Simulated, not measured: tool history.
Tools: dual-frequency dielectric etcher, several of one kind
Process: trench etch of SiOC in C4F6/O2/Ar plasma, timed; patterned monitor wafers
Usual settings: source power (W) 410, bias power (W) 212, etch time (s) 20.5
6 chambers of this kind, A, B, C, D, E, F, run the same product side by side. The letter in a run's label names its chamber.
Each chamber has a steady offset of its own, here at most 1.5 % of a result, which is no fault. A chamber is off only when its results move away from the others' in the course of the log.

| run | hour | source power (W) | bias power (W) | etch time (s) | hours since the last wet clean | hours since the last source power generator calibration | hours since the last bias power generator calibration | read-back reference wafer on the same gauge, depth_nm | mean etch depth across the wafer (Å) |
|---|---|---|---|---|---|---|---|---|---|
| 1C | 13.1 | 410 | 212 | 20.5 | 191.7 | 363.2 | 1979 | 37.806 | 450.55 |
| 2D | 23 | 410 | 212 | 20.5 | 377 | 2138 | 1217.1 | 37.813 | 458.98 |
| 3B | 35.3 | 410 | 212 | 20.5 | 251.5 | 3964.4 | 638.6 | 37.82 | 450.11 |
| 4E | 48.3 | 410 | 212 | 20.5 | 201.7 | 1469.2 | 1385.8 | 37.824 | 458.41 |
| 5F | 60.9 | 410 | 212 | 20.5 | 281.4 | 4593.3 | 321 | 37.832 | 457.1 |
| 6A | 67.5 | 410 | 212 | 20.5 | 439.9 | 4360.6 | 1312.5 | 37.844 | 447.51 |
| 7F | 77.2 | 410 | 212 | 20.5 | 297.7 | 4609.6 | 337.3 | 37.836 | 456.46 |
| 8A | 90.7 | 410 | 212 | 20.5 | 463.1 | 4383.8 | 1335.7 | 37.858 | 447.85 |
|  | 91.8 | chamber A: source power generator calibrated |
| 9D | 100.4 | 410 | 212 | 20.5 | 454.4 | 2215.4 | 1294.5 | 37.867 | 458.58 |
| 10C | 106.7 | 410 | 212 | 20.5 | 285.3 | 456.8 | 2072.6 | 37.86 | 452.46 |
| 11E | 119.1 | 410 | 212 | 20.5 | 272.5 | 1540 | 1456.6 | 37.858 | 459.49 |
| 12B | 130.6 | 410 | 212 | 20.5 | 346.8 | 4059.7 | 733.9 | 37.868 | 451.66 |
| 13F | 142.8 | 410 | 212 | 20.5 | 363.3 | 4675.2 | 402.9 | 37.88 | 457.54 |
| 14A | 156.9 | 410 | 232 | 20.5 | 529.3 | 65.2 | 1401.9 | 37.883 | 463.05 |
| 15E | 167.1 | 410 | 232 | 20.5 | 320.5 | 1588 | 1504.6 | 37.888 | 473.1 |
|  | 168.7 | chamber B: wet clean of the chamber |
|  | 169.6 | chamber F: source power generator calibrated |
|  | 172.1 | chamber A: wet clean of the chamber |
| 16D | 177.5 | 410 | 232 | 20.5 | 531.5 | 2292.5 | 1371.6 | 37.9 | 474.16 |
| 17B | 186.4 | 410 | 232 | 20.5 | 17.8 | 4115.5 | 789.7 | 37.909 | 464.65 |
|  | 193.5 | chamber D: wet clean of the chamber |
| 18C | 200.2 | 410 | 232 | 20.5 | 378.8 | 550.3 | 2166.1 | 37.933 | 466.07 |
| 19D | 207.2 | 410 | 232 | 20.5 | 13.7 | 2322.2 | 1401.3 | 37.903 | 473.76 |
| 20B | 217.1 | 410 | 212 | 20.5 | 48.5 | 4146.2 | 820.4 | 37.935 | 450.97 |
| 21A | 225.3 | 410 | 212 | 20.5 | 53.3 | 133.6 | 1470.3 | 37.931 | 448.93 |
| 22C | 234.2 | 410 | 212 | 20.5 | 412.8 | 584.3 | 2200.1 | 37.937 | 453.24 |
| 23F | 242.1 | 410 | 212 | 20.5 | 462.6 | 72.6 | 502.2 | 37.94 | 457.45 |
| 24E | 254.7 | 410 | 212 | 20.5 | 408.1 | 1675.6 | 1592.2 | 37.947 | 460.29 |
| 25C | 266.3 | 410 | 212 | 20.5 | 444.9 | 616.4 | 2232.2 | 37.967 | 453.55 |
|  | 274.3 | chamber E: source power generator calibrated |
| 26B | 275.4 | 410 | 212 | 20.5 | 106.8 | 4204.5 | 878.7 | 37.954 | 450.22 |
|  | 283.7 | chamber D: source power generator calibrated |
| 27A | 286.4 | 410 | 212 | 20.5 | 114.4 | 194.7 | 1531.4 | 37.954 | 449.62 |
| 28D | 299.3 | 410 | 212 | 20.5 | 105.8 | 15.6 | 1493.4 | 37.966 | 460.32 |
| 29F | 309 | 410 | 212 | 20.5 | 529.5 | 139.5 | 569.1 | 37.973 | 458.31 |
| 30E | 316.6 | 410 | 212 | 20.5 | 470 | 42.4 | 1654.1 | 37.989 | 461.32 |
| 31F | 326.7 | 410 | 212 | 22.5 | 547.2 | 157.2 | 586.8 | 38 | 503.03 |
|  | 331.3 | chamber C: wet clean of the chamber |
| 32B | 340 | 410 | 212 | 22.5 | 171.4 | 4269.1 | 943.3 | 37.996 | 495.44 |
| 33D | 351.5 | 410 | 212 | 22.5 | 158 | 67.8 | 1545.6 | 38.007 | 505.12 |
| 34E | 362 | 410 | 212 | 22.5 | 515.4 | 87.8 | 1699.5 | 38 | 506.53 |
| 35A | 370.9 | 410 | 212 | 22.5 | 198.9 | 279.2 | 1615.9 | 38.022 | 494.53 |
| 36C | 383.4 | 410 | 212 | 22.5 | 52.1 | 733.5 | 2349.3 | 38.031 | 498.59 |
| 37E | 390.2 | 410 | 212 | 20.5 | 543.6 | 116 | 1727.7 | 38.023 | 460.77 |

Next, every chamber runs the same settings. What will each give?
| 38A | 400.4 | 410 | 254 | 20.5 |  |  |  |  | ? |
| 38B | 400.4 | 410 | 254 | 20.5 |  |  |  |  | ? |
| 38C | 400.4 | 410 | 254 | 20.5 |  |  |  |  | ? |
| 38D | 400.4 | 410 | 254 | 20.5 |  |  |  |  | ? |
| 38E | 400.4 | 410 | 254 | 20.5 |  |  |  |  | ? |
| 38F | 400.4 | 410 | 254 | 20.5 |  |  |  |  | ? |

| run | mean etch depth across the wafer (Å) |
|---|---|
| 38A | 479.27 |
| 38B | 481.94 |
| 38C | 482.7 |
| 38D | 488.85 |
| 38E | 489.01 |
| 38F | 486.45 |
